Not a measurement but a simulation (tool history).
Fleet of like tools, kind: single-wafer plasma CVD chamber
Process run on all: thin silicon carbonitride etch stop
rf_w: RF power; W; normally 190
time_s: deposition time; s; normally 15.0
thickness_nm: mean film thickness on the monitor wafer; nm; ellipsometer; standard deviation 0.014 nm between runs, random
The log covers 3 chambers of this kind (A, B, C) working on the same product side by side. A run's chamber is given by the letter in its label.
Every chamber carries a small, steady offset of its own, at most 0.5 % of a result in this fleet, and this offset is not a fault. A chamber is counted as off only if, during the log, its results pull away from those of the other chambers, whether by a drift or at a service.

run,hour,rf_w,time_s,"read-back reference wafer on the same gauge, thickness_nm",thickness_nm
1B,11.2,190,15.0,7.5922,8.4318
2A,20.4,190,15.0,7.5925,8.3846
3C,26.0,190,15.0,7.5970,8.4227
4C,36.6,190,15.0,7.5943,8.4083
5B,43.6,190,15.0,7.6002,8.4663
6A,49.9,160,16.5,7.6008,8.7783
7B,58.0,160,16.5,7.5998,8.8231
8C,68.7,160,16.5,7.6081,8.7853
9A,80.4,190,15.0,7.6093,8.4108
10B,90.9,190,15.0,7.6094,8.4498
11C,98.3,190,15.0,7.6120,8.4238
12A,106.0,190,15.0,7.6138,8.4119
13B,111.6,190,15.0,7.6131,8.4783
14C,121.2,190,15.0,7.6155,8.4556
15A,127.3,190,15.0,7.6174,8.4219
16A,137.0,190,15.0,7.6185,8.4328
17B,146.4,190,15.0,7.6207,8.5064
18C,157.7,190,15.0,7.6254,8.4390
19C,165.1,190,15.0,7.6286,8.4407
20A,176.8,190,15.0,7.6270,8.3853
21B,186.6,190,17.6,7.6340,9.9408
22B,195.4,190,17.6,7.6326,9.9399
23A,203.4,190,17.6,7.6348,9.8730
24C,211.1,190,15.0,7.6362,8.4624
25B,218.4,190,15.0,7.6396,8.4783
26A,224.1,190,15.0,7.6397,8.4291
27C,233.8,190,15.0,7.6435,8.4757

Read the log: is a single chamber off, either drifting away or since a service, is the gauge that measures every chamber drifting, or is nothing wrong beyond small per-chamber offsets? Name any odd chamber and what most likely caused it.

No chamber is off; the gauge reading every chamber's wafers drifts, which makes the whole fleet appear to move together.
Cause: gauge reads high (%) = 0.71.

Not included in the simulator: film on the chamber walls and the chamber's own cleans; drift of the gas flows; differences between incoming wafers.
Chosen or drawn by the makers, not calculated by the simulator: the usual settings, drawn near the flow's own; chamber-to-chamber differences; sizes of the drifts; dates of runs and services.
